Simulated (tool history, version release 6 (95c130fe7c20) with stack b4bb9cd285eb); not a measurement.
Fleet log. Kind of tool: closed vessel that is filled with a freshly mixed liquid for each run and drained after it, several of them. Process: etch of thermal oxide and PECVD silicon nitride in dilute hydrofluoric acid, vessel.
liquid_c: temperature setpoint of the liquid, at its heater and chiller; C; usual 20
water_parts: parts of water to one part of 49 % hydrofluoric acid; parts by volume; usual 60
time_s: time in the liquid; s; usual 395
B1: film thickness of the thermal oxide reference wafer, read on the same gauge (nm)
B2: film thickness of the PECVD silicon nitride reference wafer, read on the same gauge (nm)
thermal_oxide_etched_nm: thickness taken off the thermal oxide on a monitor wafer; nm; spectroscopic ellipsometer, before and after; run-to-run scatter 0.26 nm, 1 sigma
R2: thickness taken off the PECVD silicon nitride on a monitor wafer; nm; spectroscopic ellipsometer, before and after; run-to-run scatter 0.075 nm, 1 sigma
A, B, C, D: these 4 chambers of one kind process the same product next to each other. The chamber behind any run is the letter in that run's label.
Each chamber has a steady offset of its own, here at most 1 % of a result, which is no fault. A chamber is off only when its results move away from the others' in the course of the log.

{"run": "1D", "day": 0.212, "liquid_c": 20, "water_parts": 60, "time_s": 395, "B1": 109.99, "B2": 90.017, "thermal_oxide_etched_nm": 27.921, "R2": 11.278}
{"run": "2C", "day": 0.621, "liquid_c": 20, "water_parts": 60, "time_s": 395, "B1": 110.01, "B2": 89.994, "thermal_oxide_etched_nm": 28.603, "R2": 11.221}
{"run": "3B", "day": 0.983, "liquid_c": 20, "water_parts": 60, "time_s": 395, "B1": 110.0, "B2": 89.996, "thermal_oxide_etched_nm": 28.354, "R2": 11.158}
{"run": "4A", "day": 1.429, "liquid_c": 20, "water_parts": 60, "time_s": 395, "B1": 109.96, "B2": 89.975, "thermal_oxide_etched_nm": 28.191, "R2": 11.254}
{"run": "5A", "day": 1.867, "liquid_c": 20, "water_parts": 70, "time_s": 395, "B1": 109.98, "B2": 89.999, "thermal_oxide_etched_nm": 23.799, "R2": 9.6799}
{"run": "6D", "day": 2.225, "liquid_c": 20, "water_parts": 70, "time_s": 395, "B1": 110.01, "B2": 89.987, "thermal_oxide_etched_nm": 23.795, "R2": 9.5938}
{"run": "7C", "day": 2.462, "liquid_c": 20, "water_parts": 70, "time_s": 395, "B1": 110.0, "B2": 89.989, "thermal_oxide_etched_nm": 23.708, "R2": 9.8149}
{"run": "8B", "day": 2.888, "liquid_c": 20, "water_parts": 70, "time_s": 395, "B1": 110.02, "B2": 89.979, "thermal_oxide_etched_nm": 23.781, "R2": 9.7831}
{"run": "9C", "day": 3.15, "liquid_c": 20, "water_parts": 60, "time_s": 395, "B1": 109.99, "B2": 90.001, "thermal_oxide_etched_nm": 28.431, "R2": 11.374}
{"run": "10B", "day": 3.362, "liquid_c": 20, "water_parts": 60, "time_s": 395, "B1": 109.98, "B2": 89.999, "thermal_oxide_etched_nm": 27.851, "R2": 11.193}
{"run": "11D", "day": 3.738, "liquid_c": 20, "water_parts": 60, "time_s": 395, "B1": 110.02, "B2": 89.999, "thermal_oxide_etched_nm": 28.301, "R2": 11.144}
{"run": "12A", "day": 4.0, "liquid_c": 20, "water_parts": 60, "time_s": 395, "B1": 109.99, "B2": 90.003, "thermal_oxide_etched_nm": 27.973, "R2": 11.135}
{"run": "13C", "day": 4.233, "liquid_c": 20, "water_parts": 60, "time_s": 395, "B1": 109.99, "B2": 90.001, "thermal_oxide_etched_nm": 28.221, "R2": 11.202}
{"run": "14A", "day": 4.704, "liquid_c": 20, "water_parts": 60, "time_s": 395, "B1": 109.99, "B2": 90.003, "thermal_oxide_etched_nm": 27.714, "R2": 11.012}
{"run": "15D", "day": 4.971, "liquid_c": 20, "water_parts": 60, "time_s": 395, "B1": 110.0, "B2": 89.99, "thermal_oxide_etched_nm": 28.25, "R2": 11.093}
{"run": "16B", "day": 5.233, "liquid_c": 20, "water_parts": 60, "time_s": 395, "B1": 110.0, "B2": 89.961, "thermal_oxide_etched_nm": 27.988, "R2": 11.245}
{"day": 5.388, "done": "chamber C: hydrofluoric acid flow meter replaced"}
{"run": "17D", "day": 5.454, "liquid_c": 17, "water_parts": 60, "time_s": 395, "B1": 110.0, "B2": 89.995, "thermal_oxide_etched_nm": 24.319, "R2": 9.085}
{"run": "18C", "day": 5.771, "liquid_c": 17, "water_parts": 60, "time_s": 395, "B1": 110.0, "B2": 90.006, "thermal_oxide_etched_nm": 24.622, "R2": 9.2113}
{"run": "19A", "day": 6.075, "liquid_c": 17, "water_parts": 60, "time_s": 395, "B1": 110.0, "B2": 89.986, "thermal_oxide_etched_nm": 24.344, "R2": 8.9679}
{"run": "20B", "day": 6.438, "liquid_c": 17, "water_parts": 60, "time_s": 395, "B1": 110.0, "B2": 89.989, "thermal_oxide_etched_nm": 24.831, "R2": 9.1399}
{"run": "21C", "day": 6.817, "liquid_c": 20, "water_parts": 50, "time_s": 395, "B1": 110.0, "B2": 90.008, "thermal_oxide_etched_nm": 34.542, "R2": 13.529}
{"run": "22B", "day": 7.038, "liquid_c": 20, "water_parts": 50, "time_s": 395, "B1": 110.04, "B2": 89.979, "thermal_oxide_etched_nm": 33.762, "R2": 13.574}
{"run": "23A", "day": 7.354, "liquid_c": 20, "water_parts": 50, "time_s": 395, "B1": 109.99, "B2": 90.001, "thermal_oxide_etched_nm": 33.192, "R2": 12.931}
{"run": "24D", "day": 7.754, "liquid_c": 20, "water_parts": 50, "time_s": 395, "B1": 110.0, "B2": 90.002, "thermal_oxide_etched_nm": 34.289, "R2": 13.173}
{"day": 7.883, "done": "chamber C: thermometer replaced"}
{"run": "25C", "day": 8.162, "liquid_c": 20, "water_parts": 60, "time_s": 395, "B1": 109.99, "B2": 90.029, "thermal_oxide_etched_nm": 28.475, "R2": 11.173}
{"run": "26A", "day": 8.571, "liquid_c": 20, "water_parts": 60, "time_s": 395, "B1": 109.98, "B2": 90.015, "thermal_oxide_etched_nm": 26.991, "R2": 10.619}
{"run": "27B", "day": 8.867, "liquid_c": 20, "water_parts": 60, "time_s": 395, "B1": 110.03, "B2": 89.99, "thermal_oxide_etched_nm": 28.056, "R2": 11.174}
{"run": "28D", "day": 9.071, "liquid_c": 20, "water_parts": 60, "time_s": 395, "B1": 109.99, "B2": 89.984, "thermal_oxide_etched_nm": 27.684, "R2": 11.145}
{"run": "29C", "day": 9.479, "liquid_c": 20, "water_parts": 60, "time_s": 395, "B1": 110.03, "B2": 89.99, "thermal_oxide_etched_nm": 28.073, "R2": 11.239}
{"run": "30B", "day": 9.8, "liquid_c": 20, "water_parts": 60, "time_s": 395, "B1": 110.02, "B2": 90.004, "thermal_oxide_etched_nm": 27.976, "R2": 11.281}
{"day": 9.933, "done": "chamber B: hydrofluoric acid flow meter replaced"}
{"run": "31D", "day": 10.129, "liquid_c": 20, "water_parts": 60, "time_s": 395, "B1": 109.96, "B2": 90.022, "thermal_oxide_etched_nm": 27.607, "R2": 11.207}
{"run": "32A", "day": 10.562, "liquid_c": 20, "water_parts": 60, "time_s": 395, "B1": 109.99, "B2": 90.034, "thermal_oxide_etched_nm": 26.651, "R2": 10.555}
{"run": "33D", "day": 11.029, "liquid_c": 20, "water_parts": 60, "time_s": 395, "B1": 110.01, "B2": 89.992, "thermal_oxide_etched_nm": 27.55, "R2": 11.097}
{"run": "34B", "day": 11.25, "liquid_c": 20, "water_parts": 60, "time_s": 395, "B1": 109.98, "B2": 89.984, "thermal_oxide_etched_nm": 28.051, "R2": 11.234}
{"run": "35C", "day": 11.679, "liquid_c": 20, "water_parts": 60, "time_s": 395, "B1": 109.99, "B2": 89.961, "thermal_oxide_etched_nm": 27.727, "R2": 11.323}

Predict what each chamber gives when all 4 of them run the settings below next.
{"run": "36A", "day": 12.021, "liquid_c": 20, "water_parts": 60, "time_s": 260, "thermal_oxide_etched_nm": "?", "R2": "?"}
{"run": "36B", "day": 12.021, "liquid_c": 20, "water_parts": 60, "time_s": 260, "thermal_oxide_etched_nm": "?", "R2": "?"}
{"run": "36C", "day": 12.021, "liquid_c": 20, "water_parts": 60, "time_s": 260, "thermal_oxide_etched_nm": "?", "R2": "?"}
{"run": "36D", "day": 12.021, "liquid_c": 20, "water_parts": 60, "time_s": 260, "thermal_oxide_etched_nm": "?", "R2": "?"}

run=36A thermal_oxide_etched_nm=17.488 R2=6.7800
run=36B thermal_oxide_etched_nm=18.530 R2=7.4419
run=36C thermal_oxide_etched_nm=18.463 R2=7.3989
run=36D thermal_oxide_etched_nm=18.230 R2=7.3206

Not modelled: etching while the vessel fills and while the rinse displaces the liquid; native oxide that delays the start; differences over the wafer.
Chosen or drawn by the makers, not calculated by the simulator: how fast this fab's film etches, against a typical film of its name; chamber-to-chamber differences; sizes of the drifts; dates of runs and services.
